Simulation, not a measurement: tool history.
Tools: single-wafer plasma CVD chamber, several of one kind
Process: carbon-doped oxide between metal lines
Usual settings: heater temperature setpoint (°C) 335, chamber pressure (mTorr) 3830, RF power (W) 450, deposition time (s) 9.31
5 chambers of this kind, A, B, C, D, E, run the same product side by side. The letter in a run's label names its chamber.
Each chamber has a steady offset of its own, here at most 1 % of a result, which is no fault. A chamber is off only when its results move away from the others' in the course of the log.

| run | hour | heater temperature setpoint (°C) | chamber pressure (mTorr) | RF power (W) | deposition time (s) | read-back reference wafer on the same gauge, thickness_nm | mean film thickness on the monitor wafer (nm) |
|---|---|---|---|---|---|---|---|
| 1B | 5.1 | 335 | 3830 | 450 | 9.31 | 51.712 | 45.758 |
| 2D | 9.6 | 335 | 3830 | 450 | 9.31 | 51.672 | 45.538 |
| 3A | 15.2 | 335 | 3830 | 450 | 9.31 | 51.723 | 45.550 |
| 4E | 18.4 | 335 | 3830 | 450 | 9.31 | 51.694 | 45.653 |
| 5C | 22.1 | 335 | 3830 | 450 | 9.31 | 51.671 | 45.772 |
| 6C | 27.9 | 335 | 4180 | 450 | 10.29 | 51.689 | 51.170 |
| 7A | 30.8 | 335 | 4180 | 450 | 10.29 | 51.728 | 50.532 |
| 8B | 33.9 | 335 | 4180 | 450 | 10.29 | 51.657 | 50.910 |
| 9D | 37.7 | 335 | 4180 | 450 | 10.29 | 51.698 | 50.988 |
| 10E | 41.3 | 335 | 4180 | 450 | 10.29 | 51.714 | 51.052 |
| 11B | 44.8 | 335 | 3830 | 450 | 9.31 | 51.726 | 45.799 |
| 12A | 50.9 | 335 | 3060 | 450 | 8.07 | 51.692 | 38.592 |
| 13E | 54.7 | 335 | 3060 | 450 | 8.07 | 51.714 | 38.655 |
| 14D | 58.1 | 335 | 3060 | 450 | 8.07 | 51.671 | 38.853 |
| 15C | 61.3 | 335 | 3060 | 450 | 8.07 | 51.712 | 39.053 |
| 16D | 66.4 | 335 | 3060 | 450 | 8.07 | 51.699 | 38.652 |
| 17B | 72.7 | 335 | 3830 | 450 | 9.31 | 51.710 | 45.889 |
| 18A | 76.2 | 349 | 3830 | 450 | 9.31 | 51.680 | 43.504 |
| 19C | 80.0 | 349 | 3830 | 450 | 9.31 | 51.711 | 43.817 |
|  | 85.0 | chamber D: capacitance manometer re-zeroed and calibrated |
| 20E | 85.4 | 349 | 3830 | 450 | 9.31 | 51.682 | 43.664 |
| 21C | 89.4 | 349 | 3830 | 450 | 9.31 | 51.696 | 43.937 |
| 22E | 94.9 | 349 | 3830 | 450 | 9.31 | 51.719 | 43.424 |
| 23D | 100.5 | 335 | 3830 | 450 | 9.31 | 51.702 | 45.447 |
| 24A | 104.7 | 335 | 3830 | 450 | 9.31 | 51.692 | 45.489 |
| 25B | 110.6 | 335 | 4430 | 450 | 10.24 | 51.688 | 51.360 |
| 26D | 115.2 | 335 | 4430 | 450 | 10.24 | 51.694 | 51.305 |
| 27E | 120.4 | 335 | 4430 | 450 | 10.24 | 51.730 | 50.701 |
| 28C | 126.4 | 335 | 4430 | 450 | 10.24 | 51.725 | 51.301 |
| 29B | 129.6 | 335 | 4430 | 450 | 10.24 | 51.692 | 51.109 |
| 30A | 133.9 | 335 | 3830 | 450 | 9.31 | 51.715 | 45.273 |
| 31B | 137.5 | 335 | 3830 | 450 | 9.31 | 51.661 | 45.762 |
| 32E | 142.4 | 335 | 3830 | 450 | 9.31 | 51.687 | 44.622 |
| 33C | 145.4 | 335 | 3830 | 450 | 9.31 | 51.662 | 45.978 |
| 34A | 149.2 | 335 | 3830 | 450 | 9.31 | 51.680 | 45.444 |
| 35D | 152.2 | 335 | 3830 | 450 | 9.31 | 51.692 | 45.586 |
| 36B | 156.2 | 335 | 3830 | 450 | 9.31 | 51.699 | 45.777 |
| 37C | 159.2 | 335 | 3830 | 450 | 9.31 | 51.702 | 45.985 |
| 38E | 162.6 | 335 | 3830 | 450 | 9.31 | 51.697 | 44.857 |
| 39A | 168.4 | 324 | 3830 | 450 | 9.31 | 51.709 | 47.102 |
| 40D | 172.2 | 324 | 3830 | 450 | 9.31 | 51.673 | 47.433 |
| 41C | 175.7 | 324 | 3830 | 450 | 9.31 | 51.648 | 47.788 |
| 42E | 180.1 | 324 | 3830 | 450 | 9.31 | 51.676 | 46.431 |
| 43A | 186.3 | 324 | 3830 | 450 | 9.31 | 51.696 | 47.232 |

All 5 chambers run these settings next. Forecast each chamber's results:
| 44A | 190.9 | 335 | 3830 | 450 | 9.31 |  | ? |
| 44B | 190.9 | 335 | 3830 | 450 | 9.31 |  | ? |
| 44C | 190.9 | 335 | 3830 | 450 | 9.31 |  | ? |
| 44D | 190.9 | 335 | 3830 | 450 | 9.31 |  | ? |
| 44E | 190.9 | 335 | 3830 | 450 | 9.31 |  | ? |

| run | mean film thickness on the monitor wafer (nm) |
|---|---|
| 44A | 45.362 |
| 44B | 45.782 |
| 44C | 45.805 |
| 44D | 45.635 |
| 44E | 44.537 |
